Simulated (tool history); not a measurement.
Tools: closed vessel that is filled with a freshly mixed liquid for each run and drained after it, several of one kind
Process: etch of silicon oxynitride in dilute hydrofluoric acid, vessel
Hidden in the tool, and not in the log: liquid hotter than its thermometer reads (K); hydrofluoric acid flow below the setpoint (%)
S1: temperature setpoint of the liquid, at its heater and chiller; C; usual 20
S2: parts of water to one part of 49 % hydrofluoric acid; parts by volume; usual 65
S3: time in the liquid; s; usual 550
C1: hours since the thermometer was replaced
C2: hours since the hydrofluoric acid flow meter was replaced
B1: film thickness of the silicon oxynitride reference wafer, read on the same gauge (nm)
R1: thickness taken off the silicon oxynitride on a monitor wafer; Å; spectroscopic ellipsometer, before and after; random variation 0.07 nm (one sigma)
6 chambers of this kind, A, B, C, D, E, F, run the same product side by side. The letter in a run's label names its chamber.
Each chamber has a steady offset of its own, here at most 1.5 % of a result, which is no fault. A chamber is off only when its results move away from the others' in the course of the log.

run   hour  S1  S2   S3     C1      C2       B1       R1
 1D    5.3  20  65  550  390.5  2253.9  100.020  162.390
 2E   14.8  20  65  550  176.0   198.5  100.010  163.230
 3F   20.1  20  65  550  638.7   128.7  100.020  162.760
 4C   25.3  20  65  550   47.6   477.8  100.010  162.200
 5A   33.4  20  65  550  758.6   509.1  100.020  162.700
 6B   40.9  20  65  550   96.3   169.6   99.999  165.350
 7C   48.9  17  65  860   71.2   501.4  100.040  216.970
 8D   56.0  17  65  860  441.2  2304.6   99.999  219.200
 9A   66.1  17  65  860  791.3   541.8   99.984  217.030
10E   72.5  17  65  860  233.7   256.2   99.999  220.420
11F   80.7  17  65  860  699.3   189.3   99.967  221.190
12B   89.3  17  65  860  144.7   218.0  100.010  222.840
13D   94.1  25  40  550  479.3  2342.7   99.994  341.290
14E  101.3  25  40  550  262.5   285.0  100.000  352.060
15C  111.5  25  40  550  133.8   564.0   99.989  342.240
16F  121.6  25  40  550  740.2   230.2  100.010  342.880
17A  130.1  25  40  550  855.3   605.8   99.982  345.770
     137.7  -- chamber D: hydrofluoric acid flow meter replaced
18B  138.4  25  40  550  193.8   267.1  100.000  353.090
19B  143.9  20  65  550  199.3   272.6  100.010  165.620
20E  150.9  20  65  550  312.1   334.6   99.979  163.850
21A  160.0  20  65  550  885.2   635.7  100.040  162.950
22F  168.6  20  65  550  787.2   277.2  100.020  163.680
23D  173.2  20  65  550  558.4    35.5   99.984  162.760
24C  182.6  20  65  550  204.9   635.1  100.010  158.930
25F  188.5  20  65  550  807.1   297.1  100.020  164.020
26C  194.1  20  85  300  216.4   646.6   99.998   64.493
27B  202.9  20  85  300  258.3   331.6  100.020   67.827
28D  207.3  20  85  300  592.5    69.6  100.020   67.130
     215.1  -- chamber F: thermometer replaced
29A  217.7  20  85  300  942.9   693.4  100.010   66.983
30E  226.5  20  85  300  387.7   410.2   99.996   66.631
31E  235.0  20  85  300  396.2   418.7   99.992   67.226
32A  243.7  20  65  550  968.9   719.4   99.992  161.770
33C  251.8  20  65  550  274.1   704.3   99.977  154.610
34D  262.2  20  65  550  647.4   124.5   99.991  161.880
35B  271.8  20  65  440  327.2   400.5  100.010  133.470
36F  277.1  20  65  440   62.1   385.7   99.975  130.060

What goes on in this fleet: one chamber off, a drifting gauge, or nothing beyond the chambers' own small offsets? Name the chamber and the cause, if any.

Chamber C drifts away from the others.
Cause: hydrofluoric acid flow below the setpoint (%) = 5.21.
The log may not tell that from: liquid colder than its thermometer reads (K).

Here are 4 candidates for chamber C's next run, each the usual settings with a change, their results left as question marks. Which one brings its results back in line with what the others give on the usual settings?
In line means no further than this from the other chambers' mean on the usual settings: R1 2.400 Å
37C-1  284.5  20.0  65  515               ?
37C-2  284.5  20.0  65  585               ?
37C-3  284.5  20.5  65  600               ?
37C-4  284.5  20.0  65  490               ?

The other chambers' mean on the usual settings: R1 163.390 Å
  run       R1
37C-1  143.420
37C-2  162.910
37C-3  171.380
37C-4  136.460
37C-2 brings the chamber back in line.
